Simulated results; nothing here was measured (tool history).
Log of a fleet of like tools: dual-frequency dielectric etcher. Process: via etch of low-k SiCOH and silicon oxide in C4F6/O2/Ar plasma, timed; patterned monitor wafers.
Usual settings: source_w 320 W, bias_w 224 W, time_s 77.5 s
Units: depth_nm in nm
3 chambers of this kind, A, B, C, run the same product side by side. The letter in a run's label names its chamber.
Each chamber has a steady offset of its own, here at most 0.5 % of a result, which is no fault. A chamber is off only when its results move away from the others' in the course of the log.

run	hour	source_w	bias_w	time_s	hours since the last wet clean	hours since the last source power generator calibration	hours since the last bias power generator calibration	read-back reference wafer on the same gauge, depth_nm	depth_nm
1A	8.8	320	224	77.5	308.8	440.3	1007.2	179.98	213.46
2B	15.6	320	224	77.5	286.7	1936.9	178.8	179.91	214.11
3C	24.9	320	224	77.5	357.1	379.8	2510.8	179.9	212.86
4A	30.9	320	224	77.5	330.9	462.4	1029.3	179.96	213.7
5C	39	320	224	77.5	371.2	393.9	2524.9	179.99	212.69
6B	44.9	320	224	77.5	316	1966.2	208.1	179.91	213.93
7A	50.1	320	224	77.5	350.1	481.6	1048.5	180.1	213.63
8C	56.6	320	224	77.5	388.8	411.5	2542.5	179.97	213.25
9B	65.6	320	224	77.5	336.7	1986.9	228.8	180.1	214.11
10B	74.8	320	224	77.5	345.9	1996.1	238	179.97	214.15
# hour 78: chamber B: source power generator calibrated
11A	84.2	320	224	77.5	384.2	515.7	1082.6	179.92	213.94
12C	90	320	224	77.5	422.2	444.9	2575.9	180.11	211.56
13B	97.7	320	224	77.5	368.8	19.7	260.9	180.07	213.99
# hour 101.4: chamber C: wet clean of the chamber
14A	107	320	224	77.5	407	538.5	1105.4	179.91	213.6
15C	116.2	320	224	77.5	14.8	471.1	2602.1	179.92	213.15
16A	125.1	320	224	77.5	425.1	556.6	1123.5	179.93	213.01
17B	130.7	320	224	77.5	401.8	52.7	293.9	179.91	214.86
18C	135.7	320	224	77.5	34.3	490.6	2621.6	180	213.5
19A	144.7	250	224	77.5	444.7	576.2	1143.1	180.01	194.57
20B	153.4	250	224	77.5	424.5	75.4	316.6	179.97	194.71
21C	159.6	250	224	77.5	58.2	514.5	2645.5	180.01	193.06
22B	164.8	320	224	77.5	435.9	86.8	328	180.04	213.87
23A	170.5	320	224	77.5	470.5	602	1168.9	179.95	213.9
24C	175	320	224	77.5	73.6	529.9	2660.9	180.03	212.88
25A	185	320	224	77.5	485	616.5	1183.4	180.03	214.01
26C	192.6	320	224	97	91.2	547.5	2678.5	179.97	265.67
27B	200.1	320	224	97	471.2	122.1	363.3	179.99	267.77
28B	207.1	320	224	97	478.2	129.1	370.3	180.03	267.51
29A	215.3	320	224	77.5	515.3	646.8	1213.7	179.89	214.02
# hour 221.3: chamber B: wet clean of the chamber
30C	223.3	320	224	77.5	121.9	578.2	2709.2	180.01	213.43
31B	231.9	320	224	77.5	10.6	153.9	395.1	179.97	213.73
32C	238.6	320	224	77.5	137.2	593.5	2724.5	179.95	212.6
33A	245.2	320	224	77.5	545.2	676.7	1243.6	180.07	214.25
34A	252.1	320	224	77.5	552.1	683.6	1250.5	179.93	213.99
35B	257.2	320	224	77.5	35.9	179.2	420.4	179.97	213.76
36C	263.9	320	224	77.5	162.5	618.8	2749.8	180.05	212.8
37C	270	280	224	92.5	168.6	624.9	2755.9	180.02	241.28
38B	276.7	280	224	92.5	55.4	198.7	439.9	180.05	241.51

Next, every chamber runs the same settings. What will each give?
39A	283.8	320	224	77.5					?
39B	283.8	320	224	77.5					?
39C	283.8	320	224	77.5					?

run	depth_nm
39A	214.81
39B	213.52
39C	212.74
